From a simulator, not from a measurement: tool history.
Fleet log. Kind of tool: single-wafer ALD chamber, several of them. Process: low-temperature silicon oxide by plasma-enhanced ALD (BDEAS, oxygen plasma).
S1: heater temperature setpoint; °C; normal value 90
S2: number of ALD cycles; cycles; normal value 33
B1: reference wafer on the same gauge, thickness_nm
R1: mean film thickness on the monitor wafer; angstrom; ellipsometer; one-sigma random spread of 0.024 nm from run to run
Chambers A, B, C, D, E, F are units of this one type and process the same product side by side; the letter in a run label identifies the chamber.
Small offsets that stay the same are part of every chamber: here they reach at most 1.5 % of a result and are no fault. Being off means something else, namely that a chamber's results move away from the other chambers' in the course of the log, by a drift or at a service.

run 1D hour=6.9 | S1=90 S2=33 | B1=4.2365 | R1=49.084
run 2F hour=12.7 | S1=90 S2=33 | B1=4.2382 | R1=49.365
run 3E hour=19.5 | S1=90 S2=33 | B1=4.2397 | R1=48.551
run 4C hour=24.5 | S1=90 S2=33 | B1=4.2349 | R1=48.079
run 5B hour=28.6 | S1=90 S2=33 | B1=4.2440 | R1=48.775
run 6A hour=33.0 | S1=90 S2=33 | B1=4.2353 | R1=49.022
run 7B hour=40.6 | S1=90 S2=33 | B1=4.2491 | R1=48.596
run 8F hour=44.6 | S1=90 S2=33 | B1=4.2389 | R1=49.011
run 9D hour=52.5 | S1=90 S2=33 | B1=4.2382 | R1=49.541
run 10E hour=59.1 | S1=90 S2=33 | B1=4.2421 | R1=48.541
-- hour=62.6 chamber A: thermocouple changed; heater temperature recalibrated
run 11A hour=65.9 | S1=90 S2=33 | B1=4.2357 | R1=49.043
run 12C hour=71.1 | S1=90 S2=33 | B1=4.2399 | R1=48.363
run 13B hour=78.0 | S1=90 S2=33 | B1=4.2355 | R1=48.136
run 14A hour=85.0 | S1=90 S2=33 | B1=4.2455 | R1=48.924
run 15C hour=90.2 | S1=90 S2=33 | B1=4.2428 | R1=48.290
run 16D hour=96.2 | S1=90 S2=33 | B1=4.2434 | R1=49.053
run 17E hour=99.9 | S1=90 S2=33 | B1=4.2405 | R1=48.646
run 18F hour=105.6 | S1=83 S2=27 | B1=4.2394 | R1=40.613
run 19C hour=110.6 | S1=83 S2=27 | B1=4.2441 | R1=40.441
run 20F hour=116.8 | S1=83 S2=27 | B1=4.2393 | R1=41.306
run 21E hour=124.4 | S1=83 S2=27 | B1=4.2357 | R1=41.005
run 22D hour=128.0 | S1=83 S2=27 | B1=4.2339 | R1=41.322
run 23A hour=132.1 | S1=83 S2=27 | B1=4.2345 | R1=41.279
run 24B hour=138.6 | S1=90 S2=33 | B1=4.2357 | R1=48.391
run 25A hour=143.1 | S1=90 S2=33 | B1=4.2412 | R1=49.069
run 26B hour=150.9 | S1=90 S2=33 | B1=4.2379 | R1=48.687
run 27F hour=155.2 | S1=90 S2=33 | B1=4.2399 | R1=48.992
run 28C hour=162.9 | S1=90 S2=33 | B1=4.2387 | R1=48.822
run 29E hour=170.6 | S1=90 S2=33 | B1=4.2393 | R1=48.878
run 30D hour=174.4 | S1=90 S2=33 | B1=4.2361 | R1=49.470
run 31D hour=180.5 | S1=90 S2=33 | B1=4.2344 | R1=49.388
run 32F hour=186.1 | S1=90 S2=33 | B1=4.2397 | R1=48.868
run 33E hour=192.7 | S1=90 S2=33 | B1=4.2429 | R1=48.282
run 34A hour=200.1 | S1=90 S2=33 | B1=4.2437 | R1=48.803
run 35B hour=206.5 | S1=90 S2=33 | B1=4.2408 | R1=48.051
run 36C hour=211.9 | S1=90 S2=33 | B1=4.2403 | R1=48.293
run 37A hour=215.6 | S1=90 S2=33 | B1=4.2376 | R1=49.073
run 38B hour=220.0 | S1=90 S2=33 | B1=4.2414 | R1=47.943

Each of the 6 chambers runs these same settings next. Fill in every chamber's results:
run 39A hour=225.7 | S1=90 S2=33 | R1=?
run 39B hour=225.7 | S1=90 S2=33 | R1=?
run 39C hour=225.7 | S1=90 S2=33 | R1=?
run 39D hour=225.7 | S1=90 S2=33 | R1=?
run 39E hour=225.7 | S1=90 S2=33 | R1=?
run 39F hour=225.7 | S1=90 S2=33 | R1=?

run=39A R1=49.132
run=39B R1=48.154
run=39C R1=48.601
run=39D R1=48.901
run=39E R1=48.671
run=39F R1=49.271
